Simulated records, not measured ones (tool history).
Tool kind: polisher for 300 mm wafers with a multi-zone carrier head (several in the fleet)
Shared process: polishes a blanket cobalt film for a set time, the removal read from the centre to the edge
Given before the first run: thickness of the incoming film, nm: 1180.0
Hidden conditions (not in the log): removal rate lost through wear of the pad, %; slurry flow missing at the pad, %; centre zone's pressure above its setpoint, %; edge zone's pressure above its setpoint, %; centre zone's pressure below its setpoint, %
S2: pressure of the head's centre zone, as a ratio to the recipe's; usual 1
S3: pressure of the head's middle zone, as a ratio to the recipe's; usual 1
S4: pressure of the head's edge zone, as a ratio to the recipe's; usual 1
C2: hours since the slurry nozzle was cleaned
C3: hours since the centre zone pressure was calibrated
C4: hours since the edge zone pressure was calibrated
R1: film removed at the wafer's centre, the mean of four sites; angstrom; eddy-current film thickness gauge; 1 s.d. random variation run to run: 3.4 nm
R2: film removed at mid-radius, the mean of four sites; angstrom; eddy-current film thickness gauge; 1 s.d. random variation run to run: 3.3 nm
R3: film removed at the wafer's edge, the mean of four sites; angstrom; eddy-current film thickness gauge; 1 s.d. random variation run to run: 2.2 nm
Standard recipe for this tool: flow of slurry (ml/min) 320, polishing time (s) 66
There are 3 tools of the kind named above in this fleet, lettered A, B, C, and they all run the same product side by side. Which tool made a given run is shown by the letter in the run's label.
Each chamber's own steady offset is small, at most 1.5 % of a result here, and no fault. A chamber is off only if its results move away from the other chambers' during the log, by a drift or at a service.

{"hour": 3.7, "done": "chamber C: worn pad replaced by a new one"}
{"run": "1B", "hour": 6.9, "flow of slurry (ml/min)": 320, "S2": 1, "S3": 1, "S4": 1, "polishing time (s)": 66, "wafers polished on this pad": 559, "C2": 126.7, "C3": 32, "C4": 23.9, "R1": 2559.7, "R2": 2652.3, "R3": 2548.4}
{"run": "2A", "hour": 16.0, "flow of slurry (ml/min)": 320, "S2": 1, "S3": 1, "S4": 1, "polishing time (s)": 66, "wafers polished on this pad": 253, "C2": 668.7, "C3": 306.4, "C4": 400.4, "R1": 2561.3, "R2": 2587.8, "R3": 2540}
{"hour": 25.2, "done": "chamber A: slurry nozzle cleaned"}
{"run": "3C", "hour": 26.7, "flow of slurry (ml/min)": 320, "S2": 1, "S3": 1, "S4": 1, "polishing time (s)": 66, "wafers polished on this pad": 263, "C2": 574.1, "C3": 797.7, "C4": 313, "R1": 2573.5, "R2": 2559.3, "R3": 2598.1}
{"run": "4B", "hour": 37.6, "flow of slurry (ml/min)": 320, "S2": 1, "S3": 1, "S4": 1, "polishing time (s)": 66, "wafers polished on this pad": 910, "C2": 157.4, "C3": 62.7, "C4": 54.6, "R1": 2515.6, "R2": 2595.5, "R3": 2594.5}
{"run": "5A", "hour": 44.2, "flow of slurry (ml/min)": 320, "S2": 1, "S3": 1, "S4": 1, "polishing time (s)": 66, "wafers polished on this pad": 575, "C2": 19, "C3": 334.6, "C4": 428.6, "R1": 2599.6, "R2": 2566.2, "R3": 2538.6}
{"hour": 46.0, "done": "chamber A: worn pad replaced by a new one"}
{"run": "6C", "hour": 55.6, "flow of slurry (ml/min)": 320, "S2": 1, "S3": 1, "S4": 0.94, "polishing time (s)": 51, "wafers polished on this pad": 593, "C2": 603, "C3": 826.6, "C4": 341.9, "R1": 1961.6, "R2": 1947.5, "R3": 1919.5}
{"run": "7C", "hour": 67.3, "flow of slurry (ml/min)": 320, "S2": 1, "S3": 1, "S4": 0.94, "polishing time (s)": 51, "wafers polished on this pad": 727, "C2": 614.7, "C3": 838.3, "C4": 353.6, "R1": 1958.3, "R2": 1980.2, "R3": 1937.7}
{"hour": 74.0, "done": "chamber B: worn pad replaced by a new one"}
{"run": "8A", "hour": 78.7, "flow of slurry (ml/min)": 320, "S2": 1, "S3": 1, "S4": 0.94, "polishing time (s)": 51, "wafers polished on this pad": 374, "C2": 53.5, "C3": 369.1, "C4": 463.1, "R1": 1965.1, "R2": 1993.2, "R3": 1894.1}
{"hour": 85.3, "done": "chamber C: worn pad replaced by a new one"}
{"run": "9B", "hour": 90.9, "flow of slurry (ml/min)": 320, "S2": 1, "S3": 1, "S4": 1, "polishing time (s)": 66, "wafers polished on this pad": 193, "C2": 210.7, "C3": 116, "C4": 107.9, "R1": 2475.1, "R2": 2686.1, "R3": 2572.8}
{"hour": 91.7, "done": "chamber A: worn pad replaced by a new one"}
{"run": "10A", "hour": 98.7, "flow of slurry (ml/min)": 320, "S2": 1, "S3": 1, "S4": 1, "polishing time (s)": 66, "wafers polished on this pad": 80, "C2": 73.5, "C3": 389.1, "C4": 483.1, "R1": 2604.3, "R2": 2575.2, "R3": 2556.4}
{"run": "11B", "hour": 110.8, "flow of slurry (ml/min)": 320, "S2": 1, "S3": 1, "S4": 1, "polishing time (s)": 66, "wafers polished on this pad": 421, "C2": 230.6, "C3": 135.9, "C4": 127.8, "R1": 2549.4, "R2": 2595.3, "R3": 2580.3}
{"run": "12C", "hour": 122.5, "flow of slurry (ml/min)": 320, "S2": 1, "S3": 0.93, "S4": 1, "polishing time (s)": 44, "wafers polished on this pad": 425, "C2": 669.9, "C3": 893.5, "C4": 408.8, "R1": 1679.2, "R2": 1599.2, "R3": 1712.6}
{"run": "13A", "hour": 129.9, "flow of slurry (ml/min)": 320, "S2": 1, "S3": 0.93, "S4": 1, "polishing time (s)": 44, "wafers polished on this pad": 436, "C2": 104.7, "C3": 420.3, "C4": 514.3, "R1": 1712.5, "R2": 1626.4, "R3": 1702.8}
{"run": "14C", "hour": 135.5, "flow of slurry (ml/min)": 320, "S2": 1, "S3": 0.93, "S4": 1, "polishing time (s)": 44, "wafers polished on this pad": 574, "C2": 682.9, "C3": 906.5, "C4": 421.8, "R1": 1731.1, "R2": 1599.2, "R3": 1715}
{"hour": 145.5, "done": "chamber A: worn pad replaced by a new one"}
{"run": "15B", "hour": 147.5, "flow of slurry (ml/min)": 320, "S2": 1, "S3": 1, "S4": 1, "polishing time (s)": 66, "wafers polished on this pad": 840, "C2": 267.3, "C3": 172.6, "C4": 164.5, "R1": 2520.1, "R2": 2646.4, "R3": 2584.1}
{"run": "16B", "hour": 153.2, "flow of slurry (ml/min)": 385, "S2": 1, "S3": 1, "S4": 1, "polishing time (s)": 73, "wafers polished on this pad": 905, "C2": 273, "C3": 178.3, "C4": 170.2, "R1": 2866.1, "R2": 2967.8, "R3": 2893}
{"run": "17C", "hour": 162.6, "flow of slurry (ml/min)": 385, "S2": 1, "S3": 1, "S4": 1, "polishing time (s)": 73, "wafers polished on this pad": 883, "C2": 710, "C3": 933.6, "C4": 448.9, "R1": 2894.2, "R2": 2821.5, "R3": 2942.9}
{"hour": 163.3, "done": "chamber C: worn pad replaced by a new one"}
{"hour": 168.2, "done": "chamber C: slurry nozzle cleaned"}
{"run": "18A", "hour": 173.9, "flow of slurry (ml/min)": 385, "S2": 1, "S3": 1, "S4": 1, "polishing time (s)": 73, "wafers polished on this pad": 324, "C2": 148.7, "C3": 464.3, "C4": 558.3, "R1": 2996.1, "R2": 2874.7, "R3": 2843.3}
{"run": "19C", "hour": 182.9, "flow of slurry (ml/min)": 320, "S2": 1, "S3": 1, "S4": 1, "polishing time (s)": 66, "wafers polished on this pad": 224, "C2": 14.7, "C3": 953.9, "C4": 469.2, "R1": 2599.8, "R2": 2573.7, "R3": 2618.3}
{"run": "20B", "hour": 194.5, "flow of slurry (ml/min)": 320, "S2": 1, "S3": 1, "S4": 1, "polishing time (s)": 66, "wafers polished on this pad": 1378, "C2": 314.3, "C3": 219.6, "C4": 211.5, "R1": 2573.3, "R2": 2626, "R3": 2577.9}

For the next run the whole fleet of 3 chambers uses the same settings. Give each chamber's results:
{"run": "21A", "hour": 203.3, "flow of slurry (ml/min)": 320, "S2": 1, "S3": 1, "S4": 1, "polishing time (s)": 66, "R1": "?", "R2": "?", "R3": "?"}
{"run": "21B", "hour": 203.3, "flow of slurry (ml/min)": 320, "S2": 1, "S3": 1, "S4": 1, "polishing time (s)": 66, "R1": "?", "R2": "?", "R3": "?"}
{"run": "21C", "hour": 203.3, "flow of slurry (ml/min)": 320, "S2": 1, "S3": 1, "S4": 1, "polishing time (s)": 66, "R1": "?", "R2": "?", "R3": "?"}

run=21A R1=2542.4 R2=2620.8 R3=2563.8
run=21B R1=2547.5 R2=2591 R3=2583.5
run=21C R1=2576.8 R2=2582 R3=2591
